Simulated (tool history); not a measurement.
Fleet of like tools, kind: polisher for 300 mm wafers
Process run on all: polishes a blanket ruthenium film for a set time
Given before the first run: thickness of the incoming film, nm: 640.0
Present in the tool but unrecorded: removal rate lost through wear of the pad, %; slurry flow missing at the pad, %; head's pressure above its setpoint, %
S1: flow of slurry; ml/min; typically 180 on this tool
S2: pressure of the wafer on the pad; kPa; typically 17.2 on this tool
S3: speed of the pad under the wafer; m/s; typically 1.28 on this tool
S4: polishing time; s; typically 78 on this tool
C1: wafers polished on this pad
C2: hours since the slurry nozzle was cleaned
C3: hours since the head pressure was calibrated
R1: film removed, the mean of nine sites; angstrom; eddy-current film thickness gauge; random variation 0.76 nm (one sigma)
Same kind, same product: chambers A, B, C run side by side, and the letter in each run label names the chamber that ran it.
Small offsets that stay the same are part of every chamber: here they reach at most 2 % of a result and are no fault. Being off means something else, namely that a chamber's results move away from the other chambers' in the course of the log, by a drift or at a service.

run 1A hour=10.0 | S1=180 S2=17.2 S3=1.28 S4=78 | C1=850 C2=259.6 C3=473.0 | R1=1105.40
run 2B hour=19.0 | S1=180 S2=17.2 S3=1.28 S4=78 | C1=507 C2=645.6 C3=538.4 | R1=1155.40
-- hour=20.0 chamber A: slurry nozzle cleaned
run 3C hour=25.3 | S1=180 S2=17.2 S3=1.28 S4=78 | C1=710 C2=150.8 C3=596.1 | R1=1124.00
run 4B hour=30.6 | S1=180 S2=17.2 S3=1.28 S4=78 | C1=596 C2=657.2 C3=550.0 | R1=1141.30
-- hour=30.8 chamber B: worn pad replaced by a new one
run 5A hour=39.2 | S1=180 S2=17.2 S3=1.28 S4=78 | C1=1075 C2=19.2 C3=502.2 | R1=1125.00
run 6C hour=44.0 | S1=180 S2=17.2 S3=1.28 S4=78 | C1=854 C2=169.5 C3=614.8 | R1=1122.90
-- hour=48.1 chamber B: slurry nozzle cleaned
run 7B hour=52.3 | S1=180 S2=17.2 S3=1.28 S4=78 | C1=166 C2=4.2 C3=571.7 | R1=1145.40
run 8C hour=60.0 | S1=180 S2=17.2 S3=1.28 S4=78 | C1=977 C2=185.5 C3=630.8 | R1=1140.40
-- hour=60.5 chamber A: worn pad replaced by a new one
run 9A hour=64.8 | S1=180 S2=17.2 S3=1.28 S4=78 | C1=33 C2=44.8 C3=527.8 | R1=1110.50
run 10A hour=74.7 | S1=180 S2=19.3 S3=1.58 S4=78 | C1=109 C2=54.7 C3=537.7 | R1=1548.50
run 11C hour=80.5 | S1=180 S2=19.3 S3=1.58 S4=78 | C1=1135 C2=206.0 C3=651.3 | R1=1553.40
-- hour=87.1 chamber C: worn pad replaced by a new one
run 12B hour=90.9 | S1=180 S2=19.3 S3=1.58 S4=78 | C1=463 C2=42.8 C3=610.3 | R1=1595.50
run 13A hour=97.6 | S1=180 S2=17.2 S3=1.28 S4=78 | C1=286 C2=77.6 C3=560.6 | R1=1117.50
run 14C hour=103.4 | S1=180 S2=17.2 S3=1.04 S4=64 | C1=125 C2=228.9 C3=674.2 | R1=754.31
-- hour=107.4 chamber B: worn pad replaced by a new one
run 15B hour=112.5 | S1=180 S2=17.2 S3=1.04 S4=64 | C1=39 C2=64.4 C3=631.9 | R1=765.92
run 16B hour=122.1 | S1=180 S2=17.2 S3=1.04 S4=64 | C1=113 C2=74.0 C3=641.5 | R1=755.91
run 17A hour=130.9 | S1=180 S2=17.2 S3=1.28 S4=78 | C1=542 C2=110.9 C3=593.9 | R1=1110.20
run 18C hour=140.2 | S1=180 S2=17.2 S3=1.28 S4=78 | C1=409 C2=265.7 C3=711.0 | R1=1125.30
run 19C hour=149.1 | S1=180 S2=17.2 S3=1.28 S4=78 | C1=478 C2=274.6 C3=719.9 | R1=1134.40
run 20B hour=159.3 | S1=180 S2=17.2 S3=1.28 S4=78 | C1=400 C2=111.2 C3=678.7 | R1=1146.10
run 21A hour=165.1 | S1=210 S2=17.2 S3=1.00 S4=78 | C1=806 C2=145.1 C3=628.1 | R1=897.28
run 22A hour=172.3 | S1=210 S2=17.2 S3=1.00 S4=78 | C1=861 C2=152.3 C3=635.3 | R1=903.43
run 23C hour=179.9 | S1=210 S2=17.2 S3=1.00 S4=78 | C1=715 C2=305.4 C3=750.7 | R1=927.24
-- hour=184.1 chamber B: worn pad replaced by a new one
run 24B hour=188.6 | S1=180 S2=17.2 S3=1.28 S4=78 | C1=35 C2=140.5 C3=708.0 | R1=1144.10
run 25C hour=197.7 | S1=145 S2=17.2 S3=1.68 S4=78 | C1=852 C2=323.2 C3=768.5 | R1=1442.60
run 26A hour=205.3 | S1=145 S2=17.2 S3=1.68 S4=78 | C1=1115 C2=185.3 C3=668.3 | R1=1410.30
-- hour=209.3 chamber A: worn pad replaced by a new one
run 27B hour=210.3 | S1=145 S2=17.2 S3=1.68 S4=78 | C1=202 C2=162.2 C3=729.7 | R1=1454.70
run 28B hour=220.3 | S1=180 S2=17.2 S3=1.28 S4=78 | C1=279 C2=172.2 C3=739.7 | R1=1156.40
run 29C hour=224.9 | S1=180 S2=17.2 S3=1.28 S4=78 | C1=1062 C2=350.4 C3=795.7 | R1=1171.60
run 30A hour=234.8 | S1=180 S2=17.2 S3=1.28 S4=78 | C1=197 C2=214.8 C3=697.8 | R1=1118.40
run 31A hour=240.1 | S1=180 S2=17.2 S3=1.28 S4=78 | C1=238 C2=220.1 C3=703.1 | R1=1107.50
-- hour=242.0 chamber C: worn pad replaced by a new one
run 32B hour=248.4 | S1=180 S2=17.2 S3=1.28 S4=78 | C1=496 C2=200.3 C3=767.8 | R1=1144.40
run 33C hour=257.7 | S1=180 S2=17.2 S3=1.28 S4=78 | C1=121 C2=383.2 C3=828.5 | R1=1183.20
-- hour=264.3 chamber B: worn pad replaced by a new one
run 34A hour=267.9 | S1=180 S2=17.2 S3=1.28 S4=78 | C1=452 C2=247.9 C3=730.9 | R1=1109.60
run 35C hour=272.6 | S1=180 S2=17.2 S3=1.28 S4=78 | C1=236 C2=398.1 C3=843.4 | R1=1177.90
-- hour=282.0 chamber A: slurry nozzle cleaned
run 36B hour=282.4 | S1=180 S2=17.2 S3=1.28 S4=78 | C1=139 C2=234.3 C3=801.8 | R1=1149.60
run 37B hour=290.4 | S1=180 S2=17.2 S3=1.28 S4=78 | C1=201 C2=242.3 C3=809.8 | R1=1143.30
run 38A hour=300.2 | S1=180 S2=17.2 S3=1.52 S4=78 | C1=701 C2=18.3 C3=763.2 | R1=1325.00
run 39C hour=308.0 | S1=180 S2=17.2 S3=1.52 S4=78 | C1=509 C2=433.5 C3=878.8 | R1=1420.90
run 40C hour=315.6 | S1=180 S2=17.2 S3=1.52 S4=78 | C1=567 C2=441.1 C3=886.4 | R1=1448.00
run 41A hour=321.0 | S1=180 S2=17.2 S3=1.28 S4=78 | C1=861 C2=39.1 C3=784.0 | R1=1136.40
run 42B hour=330.9 | S1=180 S2=17.2 S3=1.28 S4=78 | C1=513 C2=282.8 C3=850.3 | R1=1135.60
run 43A hour=340.4 | S1=180 S2=17.2 S3=1.28 S4=78 | C1=1010 C2=58.5 C3=803.4 | R1=1104.90

Has any chamber moved away from the others, gradually or after a service, or does the common gauge drift, or do the chambers differ only by their own small steady offsets? State the chamber and the most likely cause if one applies.

It is chamber C that slowly wanders off from its peers.
Likeliest cause: head's pressure above its setpoint, % = 7.19.

Here are 4 candidates for chamber C's next run, each the usual settings with a change, their results left as question marks. Which one brings its results back in line with what the others give on the usual settings?
Allowed miss from the other chambers' usual-settings mean, per result, to count as in line: R1 27.00 angstrom
run 44C-1 hour=348.0 | S1=180 S2=17.2 S3=1.36 S4=83 | R1=?
run 44C-2 hour=348.0 | S1=180 S2=17.2 S3=1.28 S4=69 | R1=?
run 44C-3 hour=348.0 | S1=180 S2=16.5 S3=1.26 S4=77 | R1=?
run 44C-4 hour=348.0 | S1=180 S2=17.9 S3=1.28 S4=81 | R1=?

Mean of the other chambers on the usual settings: R1 1131.20 angstrom
run=44C-1 R1=1372.10
run=44C-2 R1=1074.50
run=44C-3 R1=1132.80
run=44C-4 R1=1312.40
44C-3 puts the chamber back in line with the other chambers.
